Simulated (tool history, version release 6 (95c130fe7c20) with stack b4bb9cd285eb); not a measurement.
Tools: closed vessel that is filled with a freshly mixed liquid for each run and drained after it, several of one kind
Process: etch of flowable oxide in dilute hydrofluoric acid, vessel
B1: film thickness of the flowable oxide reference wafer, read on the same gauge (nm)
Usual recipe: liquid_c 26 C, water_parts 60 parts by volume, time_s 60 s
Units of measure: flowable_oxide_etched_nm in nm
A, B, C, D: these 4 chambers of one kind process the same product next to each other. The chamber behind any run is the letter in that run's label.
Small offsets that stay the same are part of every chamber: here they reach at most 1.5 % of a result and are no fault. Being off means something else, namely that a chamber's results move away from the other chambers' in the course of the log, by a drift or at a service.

{"run": "1B", "hour": 9.4, "liquid_c": 26, "water_parts": 60, "time_s": 60, "B1": 109.98, "flowable_oxide_etched_nm": 35.372}
{"run": "2A", "hour": 17.3, "liquid_c": 26, "water_parts": 60, "time_s": 60, "B1": 110.01, "flowable_oxide_etched_nm": 34.857}
{"run": "3D", "hour": 23.8, "liquid_c": 26, "water_parts": 60, "time_s": 60, "B1": 109.99, "flowable_oxide_etched_nm": 35.045}
{"run": "4C", "hour": 28.3, "liquid_c": 26, "water_parts": 60, "time_s": 60, "B1": 109.99, "flowable_oxide_etched_nm": 34.608}
{"run": "5D", "hour": 37.6, "liquid_c": 26, "water_parts": 60, "time_s": 90, "B1": 110.02, "flowable_oxide_etched_nm": 52.544}
{"run": "6A", "hour": 45.2, "liquid_c": 26, "water_parts": 60, "time_s": 90, "B1": 110, "flowable_oxide_etched_nm": 52.867}
{"run": "7C", "hour": 50.1, "liquid_c": 26, "water_parts": 60, "time_s": 90, "B1": 109.99, "flowable_oxide_etched_nm": 51.903}
{"hour": 51.4, "done": "chamber A: thermometer replaced"}
{"run": "8B", "hour": 60.0, "liquid_c": 26, "water_parts": 60, "time_s": 90, "B1": 110, "flowable_oxide_etched_nm": 52.822}
{"run": "9A", "hour": 66.6, "liquid_c": 26, "water_parts": 85, "time_s": 85, "B1": 110.02, "flowable_oxide_etched_nm": 33.23}
{"run": "10D", "hour": 75.8, "liquid_c": 26, "water_parts": 85, "time_s": 85, "B1": 109.99, "flowable_oxide_etched_nm": 33.607}
{"run": "11C", "hour": 80.7, "liquid_c": 26, "water_parts": 85, "time_s": 85, "B1": 109.97, "flowable_oxide_etched_nm": 33.282}
{"run": "12B", "hour": 88.3, "liquid_c": 26, "water_parts": 85, "time_s": 85, "B1": 109.98, "flowable_oxide_etched_nm": 33.928}
{"run": "13D", "hour": 95.3, "liquid_c": 26, "water_parts": 60, "time_s": 30, "B1": 110, "flowable_oxide_etched_nm": 17.388}
{"run": "14B", "hour": 104.3, "liquid_c": 26, "water_parts": 60, "time_s": 30, "B1": 110.01, "flowable_oxide_etched_nm": 17.694}
{"run": "15C", "hour": 112.9, "liquid_c": 26, "water_parts": 60, "time_s": 30, "B1": 110, "flowable_oxide_etched_nm": 17.23}
{"run": "16A", "hour": 117.5, "liquid_c": 26, "water_parts": 60, "time_s": 30, "B1": 110.02, "flowable_oxide_etched_nm": 17.405}
{"run": "17C", "hour": 123.0, "liquid_c": 26, "water_parts": 60, "time_s": 60, "B1": 109.98, "flowable_oxide_etched_nm": 34.422}
{"run": "18B", "hour": 130.3, "liquid_c": 26, "water_parts": 60, "time_s": 60, "B1": 109.99, "flowable_oxide_etched_nm": 35.732}
{"run": "19D", "hour": 140.0, "liquid_c": 23.5, "water_parts": 60, "time_s": 90, "B1": 110, "flowable_oxide_etched_nm": 47.211}
{"run": "20A", "hour": 146.1, "liquid_c": 23.5, "water_parts": 60, "time_s": 90, "B1": 110, "flowable_oxide_etched_nm": 47.159}
{"run": "21B", "hour": 152.9, "liquid_c": 23.5, "water_parts": 60, "time_s": 90, "B1": 110.01, "flowable_oxide_etched_nm": 48.549}
{"run": "22A", "hour": 157.7, "liquid_c": 23.5, "water_parts": 60, "time_s": 90, "B1": 109.97, "flowable_oxide_etched_nm": 46.749}
{"run": "23D", "hour": 166.0, "liquid_c": 26, "water_parts": 60, "time_s": 60, "B1": 109.97, "flowable_oxide_etched_nm": 35.131}
{"run": "24C", "hour": 172.6, "liquid_c": 26, "water_parts": 60, "time_s": 60, "B1": 110.01, "flowable_oxide_etched_nm": 34.874}
{"run": "25B", "hour": 181.4, "liquid_c": 26, "water_parts": 60, "time_s": 60, "B1": 109.99, "flowable_oxide_etched_nm": 35.962}
{"run": "26D", "hour": 187.3, "liquid_c": 26, "water_parts": 60, "time_s": 60, "B1": 110, "flowable_oxide_etched_nm": 34.824}
{"run": "27C", "hour": 194.1, "liquid_c": 26, "water_parts": 60, "time_s": 60, "B1": 110, "flowable_oxide_etched_nm": 34.552}
{"run": "28A", "hour": 201.9, "liquid_c": 26, "water_parts": 60, "time_s": 60, "B1": 110, "flowable_oxide_etched_nm": 35.093}
{"run": "29C", "hour": 210.3, "liquid_c": 26, "water_parts": 60, "time_s": 60, "B1": 109.99, "flowable_oxide_etched_nm": 34.776}
{"run": "30B", "hour": 215.6, "liquid_c": 26, "water_parts": 60, "time_s": 60, "B1": 109.99, "flowable_oxide_etched_nm": 36.37}
{"run": "31A", "hour": 224.4, "liquid_c": 26, "water_parts": 60, "time_s": 60, "B1": 109.99, "flowable_oxide_etched_nm": 34.485}
{"run": "32D", "hour": 233.4, "liquid_c": 26, "water_parts": 60, "time_s": 60, "B1": 110.01, "flowable_oxide_etched_nm": 34.729}
{"run": "33C", "hour": 243.2, "liquid_c": 26, "water_parts": 60, "time_s": 60, "B1": 110, "flowable_oxide_etched_nm": 34.281}
{"run": "34B", "hour": 248.7, "liquid_c": 26, "water_parts": 60, "time_s": 60, "B1": 109.99, "flowable_oxide_etched_nm": 36.31}
{"run": "35A", "hour": 254.6, "liquid_c": 26, "water_parts": 60, "time_s": 60, "B1": 109.98, "flowable_oxide_etched_nm": 34.835}
{"run": "36D", "hour": 264.2, "liquid_c": 26, "water_parts": 60, "time_s": 60, "B1": 110.02, "flowable_oxide_etched_nm": 34.89}
{"run": "37B", "hour": 269.3, "liquid_c": 26, "water_parts": 60, "time_s": 60, "B1": 109.99, "flowable_oxide_etched_nm": 36.703}
{"run": "38A", "hour": 274.3, "liquid_c": 26, "water_parts": 60, "time_s": 60, "B1": 110.03, "flowable_oxide_etched_nm": 34.844}
{"run": "39C", "hour": 281.9, "liquid_c": 26, "water_parts": 60, "time_s": 60, "B1": 110.03, "flowable_oxide_etched_nm": 34.428}
{"run": "40D", "hour": 290.0, "liquid_c": 26, "water_parts": 60, "time_s": 60, "B1": 110.02, "flowable_oxide_etched_nm": 34.803}
{"run": "41C", "hour": 298.9, "liquid_c": 26, "water_parts": 60, "time_s": 85, "B1": 109.98, "flowable_oxide_etched_nm": 48.904}
{"run": "42B", "hour": 308.0, "liquid_c": 26, "water_parts": 60, "time_s": 85, "B1": 110.01, "flowable_oxide_etched_nm": 51.967}
{"run": "43D", "hour": 317.3, "liquid_c": 26, "water_parts": 60, "time_s": 85, "B1": 110.03, "flowable_oxide_etched_nm": 49.47}

Next, every chamber runs the same settings. What will each give?
{"run": "44A", "hour": 324.5, "liquid_c": 26, "water_parts": 60, "time_s": 80, "flowable_oxide_etched_nm": "?"}
{"run": "44B", "hour": 324.5, "liquid_c": 26, "water_parts": 60, "time_s": 80, "flowable_oxide_etched_nm": "?"}
{"run": "44C", "hour": 324.5, "liquid_c": 26, "water_parts": 60, "time_s": 80, "flowable_oxide_etched_nm": "?"}
{"run": "44D", "hour": 324.5, "liquid_c": 26, "water_parts": 60, "time_s": 80, "flowable_oxide_etched_nm": "?"}

run=44A flowable_oxide_etched_nm=46.18
run=44B flowable_oxide_etched_nm=49.259
run=44C flowable_oxide_etched_nm=45.679
run=44D flowable_oxide_etched_nm=45.946

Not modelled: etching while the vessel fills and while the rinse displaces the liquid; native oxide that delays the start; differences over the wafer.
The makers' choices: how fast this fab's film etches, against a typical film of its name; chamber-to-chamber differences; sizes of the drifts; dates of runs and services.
